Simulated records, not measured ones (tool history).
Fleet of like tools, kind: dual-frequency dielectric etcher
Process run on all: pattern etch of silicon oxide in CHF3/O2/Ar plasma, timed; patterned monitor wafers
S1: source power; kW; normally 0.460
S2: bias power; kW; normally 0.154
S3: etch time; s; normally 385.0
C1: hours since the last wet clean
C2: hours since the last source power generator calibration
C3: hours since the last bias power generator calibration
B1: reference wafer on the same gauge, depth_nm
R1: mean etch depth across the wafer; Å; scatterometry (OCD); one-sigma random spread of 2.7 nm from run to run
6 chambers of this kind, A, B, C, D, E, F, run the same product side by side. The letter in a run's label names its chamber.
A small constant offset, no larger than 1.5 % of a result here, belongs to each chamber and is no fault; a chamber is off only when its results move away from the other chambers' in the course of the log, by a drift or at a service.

run	hour	S1	S2	S3	C1	C2	C3	B1	R1
1A	4.6	0.460	0.154	385.0	127.6	2196.9	1766.6	763.59	6487.7
2F	9.6	0.460	0.154	385.0	112.4	1394.4	1442.8	763.66	6537.8
3B	13.7	0.460	0.154	385.0	205.0	2296.9	827.8	764.51	6538.9
4E	21.1	0.460	0.154	385.0	139.4	842.9	3873.3	763.96	6556.1
5C	26.2	0.460	0.154	385.0	610.7	2368.6	1584.3	763.82	6587.0
6D	32.9	0.460	0.154	385.0	326.2	523.0	1151.0	763.91	6503.7
7E	38.3	0.460	0.154	385.0	156.6	860.1	3890.5	764.05	6571.7
8C	42.0	0.460	0.154	385.0	626.5	2384.4	1600.1	764.57	6595.8
9B	49.2	0.460	0.154	385.0	240.5	2332.4	863.3	763.85	6518.0
10F	54.8	0.460	0.154	385.0	157.6	1439.6	1488.0	763.34	6536.6
# hour 57.5: chamber C: wet clean of the chamber
11D	59.1	0.390	0.154	385.0	352.4	549.2	1177.2	763.85	6072.3
12A	64.6	0.390	0.154	385.0	187.6	2256.9	1826.6	764.20	6118.6
13D	68.4	0.390	0.154	385.0	361.7	558.5	1186.5	763.53	6143.9
14A	75.7	0.390	0.154	385.0	198.7	2268.0	1837.7	763.86	6138.1
15B	79.2	0.390	0.154	385.0	270.5	2362.4	893.3	764.02	6157.6
16F	85.4	0.390	0.154	385.0	188.2	1470.2	1518.6	763.42	6115.9
17C	91.0	0.460	0.154	385.0	33.5	2433.4	1649.1	764.62	6601.6
18E	96.1	0.460	0.154	385.0	214.4	917.9	3948.3	764.62	6550.6
19E	103.5	0.460	0.154	385.0	221.8	925.3	3955.7	763.26	6556.7
20C	109.6	0.460	0.154	385.0	52.1	2452.0	1667.7	764.36	6608.3
# hour 114.6: chamber F: source power generator calibrated
21A	115.6	0.400	0.154	421.0	238.6	2307.9	1877.6	763.69	6758.6
22F	123.3	0.400	0.154	421.0	226.1	8.8	1556.5	763.83	6750.1
23B	128.9	0.400	0.154	421.0	320.2	2412.1	943.0	764.08	6865.8
24D	135.4	0.400	0.154	421.0	428.7	625.5	1253.5	763.86	6838.6
25B	142.3	0.400	0.154	421.0	333.6	2425.5	956.4	763.74	6817.9
26C	147.6	0.400	0.154	421.0	90.1	2490.0	1705.7	765.16	6840.1
# hour 149.8: chamber E: bias power generator calibrated
27A	154.1	0.460	0.118	385.0	277.1	2346.4	1916.1	763.69	5998.7
28D	157.9	0.460	0.118	385.0	451.2	648.0	1276.0	764.04	6103.8
29E	162.9	0.460	0.118	385.0	281.2	984.7	13.1	764.72	6058.5
30F	168.0	0.460	0.118	385.0	270.8	53.5	1601.2	763.83	6039.6
31E	172.5	0.460	0.118	385.0	290.8	994.3	22.7	763.59	6052.1
32C	177.4	0.460	0.118	385.0	119.9	2519.8	1735.5	763.91	5997.3
33F	184.7	0.460	0.154	321.5	287.5	70.2	1617.9	763.40	5463.2
34D	190.7	0.460	0.154	321.5	484.0	680.8	1308.8	764.03	5551.7
35A	196.3	0.460	0.154	321.5	319.3	2388.6	1958.3	763.13	5434.4
36B	200.2	0.460	0.154	321.5	391.5	2483.4	1014.3	764.88	5479.8
37D	205.5	0.460	0.154	321.5	498.8	695.6	1323.6	763.91	5580.3

Is one chamber off against the others, does the gauge drift, or is nothing wrong? If a chamber is off, say which, and what the likeliest cause is.

It is chamber D that slowly wanders off from its peers.
Cause: etch rate over this chamber's usual, % = 3.14.

Chamber D could run next with any of the 4 candidate recipes listed below; each alters the usual settings, and their results appear as question marks. Which one brings its results back in line with what the other chambers deliver on the usual settings?
Maximum distance from the other chambers' mean on the usual settings for a result to count as in line: R1 93.0 Å
38D-1	211.1	0.460	0.176	385.0					?
38D-2	211.1	0.480	0.158	385.0					?
38D-3	211.1	0.450	0.153	369.5					?
38D-4	211.1	0.460	0.153	377.5					?

Usual-settings mean across the other chambers: R1 6559.8 Å
run	R1
38D-1	7020.8
38D-2	6882.2
38D-3	6374.6
38D-4	6568.0
38D-4 brings the chamber back in line.

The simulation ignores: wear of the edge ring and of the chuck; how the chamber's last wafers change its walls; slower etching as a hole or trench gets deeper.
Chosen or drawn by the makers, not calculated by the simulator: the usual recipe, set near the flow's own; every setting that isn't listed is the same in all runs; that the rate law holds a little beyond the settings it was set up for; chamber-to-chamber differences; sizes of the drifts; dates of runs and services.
